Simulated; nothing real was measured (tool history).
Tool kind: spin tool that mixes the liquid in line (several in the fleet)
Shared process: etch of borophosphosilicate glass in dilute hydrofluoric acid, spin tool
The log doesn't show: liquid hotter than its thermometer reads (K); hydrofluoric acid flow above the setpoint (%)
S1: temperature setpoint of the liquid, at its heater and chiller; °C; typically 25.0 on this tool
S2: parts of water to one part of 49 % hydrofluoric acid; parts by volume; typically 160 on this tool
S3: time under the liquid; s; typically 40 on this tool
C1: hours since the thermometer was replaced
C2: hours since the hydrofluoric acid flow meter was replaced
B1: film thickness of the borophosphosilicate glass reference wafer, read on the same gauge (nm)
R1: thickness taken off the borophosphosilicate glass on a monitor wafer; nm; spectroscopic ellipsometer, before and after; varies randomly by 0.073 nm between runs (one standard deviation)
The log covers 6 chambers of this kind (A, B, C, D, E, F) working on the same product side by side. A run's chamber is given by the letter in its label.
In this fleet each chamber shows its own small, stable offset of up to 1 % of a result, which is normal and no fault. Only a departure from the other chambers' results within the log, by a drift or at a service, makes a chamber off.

{"run": "1B", "day": 0.167, "S1": 25.0, "S2": 160, "S3": 40, "C1": 420.8, "C2": 643.9, "B1": 120.0, "R1": 11.517}
{"run": "2C", "day": 0.3, "S1": 25.0, "S2": 160, "S3": 40, "C1": 199.0, "C2": 506.5, "B1": 120.0, "R1": 11.473}
{"run": "3A", "day": 0.517, "S1": 25.0, "S2": 160, "S3": 40, "C1": 36.9, "C2": 1030.4, "B1": 120.05, "R1": 11.48}
{"run": "4D", "day": 0.796, "S1": 25.0, "S2": 160, "S3": 40, "C1": 1992.4, "C2": 388.0, "B1": 120.01, "R1": 11.382}
{"run": "5F", "day": 1.004, "S1": 25.0, "S2": 185, "S3": 55, "C1": 382.4, "C2": 406.4, "B1": 119.99, "R1": 13.388}
{"run": "6E", "day": 1.212, "S1": 25.0, "S2": 185, "S3": 55, "C1": 849.3, "C2": 691.6, "B1": 119.98, "R1": 13.273}
{"run": "7F", "day": 1.454, "S1": 25.0, "S2": 185, "S3": 55, "C1": 393.2, "C2": 417.2, "B1": 119.98, "R1": 13.234}
{"run": "8D", "day": 1.6, "S1": 25.0, "S2": 185, "S3": 55, "C1": 2011.7, "C2": 407.3, "B1": 119.97, "R1": 13.053}
{"run": "9B", "day": 1.762, "S1": 25.0, "S2": 185, "S3": 55, "C1": 459.1, "C2": 682.2, "B1": 120.02, "R1": 13.263}
{"run": "10C", "day": 1.925, "S1": 25.0, "S2": 185, "S3": 55, "C1": 238.0, "C2": 545.5, "B1": 119.99, "R1": 13.263}
{"run": "11E", "day": 2.075, "S1": 25.0, "S2": 160, "S3": 40, "C1": 870.0, "C2": 712.3, "B1": 119.99, "R1": 11.581}
{"run": "12A", "day": 2.212, "S1": 25.0, "S2": 160, "S3": 40, "C1": 77.6, "C2": 1071.1, "B1": 119.97, "R1": 11.337}
{"run": "13B", "day": 2.35, "S1": 28.0, "S2": 160, "S3": 55, "C1": 473.2, "C2": 696.3, "B1": 120.0, "R1": 17.67}
{"run": "14C", "day": 2.517, "S1": 28.0, "S2": 160, "S3": 55, "C1": 252.2, "C2": 559.7, "B1": 119.99, "R1": 17.568}
{"run": "15D", "day": 2.779, "S1": 28.0, "S2": 160, "S3": 55, "C1": 2040.0, "C2": 435.6, "B1": 120.02, "R1": 17.582}
{"run": "16F", "day": 3.038, "S1": 28.0, "S2": 160, "S3": 55, "C1": 431.2, "C2": 455.2, "B1": 120.0, "R1": 17.63}
{"run": "17A", "day": 3.2, "S1": 28.0, "S2": 160, "S3": 55, "C1": 101.3, "C2": 1094.8, "B1": 119.99, "R1": 17.607}
{"run": "18E", "day": 3.446, "S1": 28.0, "S2": 160, "S3": 55, "C1": 902.9, "C2": 745.2, "B1": 120.02, "R1": 17.701}
{"run": "19A", "day": 3.662, "S1": 25.0, "S2": 160, "S3": 40, "C1": 112.4, "C2": 1105.9, "B1": 120.02, "R1": 11.515}
{"run": "20B", "day": 3.808, "S1": 25.0, "S2": 160, "S3": 40, "C1": 508.2, "C2": 731.3, "B1": 119.99, "R1": 11.422}
{"run": "21F", "day": 3.933, "S1": 25.0, "S2": 160, "S3": 40, "C1": 452.7, "C2": 476.7, "B1": 120.0, "R1": 11.449}
{"run": "22D", "day": 4.1, "S1": 25.0, "S2": 160, "S3": 40, "C1": 2071.7, "C2": 467.3, "B1": 120.0, "R1": 11.407}
{"run": "23E", "day": 4.367, "S1": 28.5, "S2": 160, "S3": 55, "C1": 925.0, "C2": 767.3, "B1": 120.01, "R1": 18.227}
{"run": "24C", "day": 4.6, "S1": 28.5, "S2": 160, "S3": 55, "C1": 302.2, "C2": 609.7, "B1": 120.0, "R1": 17.964}
{"run": "25E", "day": 4.767, "S1": 28.5, "S2": 160, "S3": 55, "C1": 934.6, "C2": 776.9, "B1": 119.97, "R1": 18.455}
{"run": "26A", "day": 4.929, "S1": 28.5, "S2": 160, "S3": 55, "C1": 142.8, "C2": 1136.3, "B1": 120.0, "R1": 18.162}
{"run": "27D", "day": 5.121, "S1": 28.5, "S2": 160, "S3": 55, "C1": 2096.2, "C2": 491.8, "B1": 119.98, "R1": 17.965}
{"run": "28B", "day": 5.371, "S1": 28.5, "S2": 160, "S3": 55, "C1": 545.7, "C2": 768.8, "B1": 120.02, "R1": 17.733}
{"run": "29F", "day": 5.617, "S1": 25.0, "S2": 160, "S3": 40, "C1": 493.1, "C2": 517.1, "B1": 120.03, "R1": 11.415}
{"run": "30C", "day": 5.808, "S1": 25.0, "S2": 160, "S3": 55, "C1": 331.2, "C2": 638.7, "B1": 120.02, "R1": 15.737}
{"run": "31B", "day": 6.033, "S1": 25.0, "S2": 160, "S3": 55, "C1": 561.6, "C2": 784.7, "B1": 120.0, "R1": 15.67}
{"run": "32E", "day": 6.304, "S1": 25.0, "S2": 160, "S3": 55, "C1": 971.5, "C2": 813.8, "B1": 120.01, "R1": 16.474}
{"run": "33F", "day": 6.488, "S1": 25.0, "S2": 160, "S3": 55, "C1": 514.0, "C2": 538.0, "B1": 119.99, "R1": 15.832}
{"run": "34A", "day": 6.721, "S1": 25.0, "S2": 160, "S3": 55, "C1": 185.8, "C2": 1179.3, "B1": 120.01, "R1": 15.926}
{"run": "35D", "day": 6.879, "S1": 25.0, "S2": 160, "S3": 55, "C1": 2138.4, "C2": 534.0, "B1": 120.03, "R1": 15.928}
{"run": "36C", "day": 7.15, "S1": 25.0, "S2": 160, "S3": 40, "C1": 363.4, "C2": 670.9, "B1": 119.99, "R1": 11.486}
{"run": "37F", "day": 7.296, "S1": 25.0, "S2": 160, "S3": 40, "C1": 533.4, "C2": 557.4, "B1": 119.95, "R1": 11.455}
{"run": "38C", "day": 7.5, "S1": 25.0, "S2": 160, "S3": 40, "C1": 371.8, "C2": 679.3, "B1": 120.03, "R1": 11.632}
{"run": "39E", "day": 7.629, "S1": 25.0, "S2": 160, "S3": 40, "C1": 1003.3, "C2": 845.6, "B1": 119.98, "R1": 12.257}
{"run": "40D", "day": 7.775, "S1": 25.0, "S2": 230, "S3": 25, "C1": 2159.9, "C2": 555.5, "B1": 120.02, "R1": 4.5839}
{"run": "41A", "day": 8.012, "S1": 25.0, "S2": 230, "S3": 25, "C1": 216.8, "C2": 1210.3, "B1": 119.98, "R1": 4.6297}
{"run": "42B", "day": 8.15, "S1": 25.0, "S2": 230, "S3": 25, "C1": 612.4, "C2": 835.5, "B1": 119.97, "R1": 4.5996}
{"run": "43A", "day": 8.296, "S1": 25.0, "S2": 230, "S3": 25, "C1": 223.6, "C2": 1217.1, "B1": 120.02, "R1": 4.5782}
{"run": "44B", "day": 8.433, "S1": 25.0, "S2": 230, "S3": 25, "C1": 619.2, "C2": 842.3, "B1": 120.02, "R1": 4.63}

Does one chamber stand apart from the rest, does the shared gauge drift, or is all well apart from small per-chamber offsets? Give the chamber and the most likely cause, where there is one.

One chamber, E, drifts off from the rest bit by bit.
Most likely cause: hydrofluoric acid flow above the setpoint (%) = 6.62.
The log may not tell that from: liquid hotter than its thermometer reads (K).

Below are 4 candidate recipes for chamber E's next run, each the usual settings with a change, their results shown as question marks. Which of them brings E's results back in line with what the other chambers give on the usual settings?
Counts as in line when no further than this from what the other chambers average on the usual settings: R1 0.2600 nm
{"run": "45E-1", "day": 8.633, "S1": 25.0, "S2": 150, "S3": 40, "R1": "?"}
{"run": "45E-2", "day": 8.633, "S1": 29.5, "S2": 160, "S3": 40, "R1": "?"}
{"run": "45E-3", "day": 8.633, "S1": 24.5, "S2": 160, "S3": 35, "R1": "?"}
{"run": "45E-4", "day": 8.633, "S1": 25.0, "S2": 170, "S3": 40, "R1": "?"}

Other chambers, usual settings, mean: R1 11.4730 nm
run=45E-1 R1=13.4440
run=45E-2 R1=14.7420
run=45E-3 R1=10.6860
run=45E-4 R1=11.5790
45E-4 is the one that brings the chamber's results back in line with the other chambers.

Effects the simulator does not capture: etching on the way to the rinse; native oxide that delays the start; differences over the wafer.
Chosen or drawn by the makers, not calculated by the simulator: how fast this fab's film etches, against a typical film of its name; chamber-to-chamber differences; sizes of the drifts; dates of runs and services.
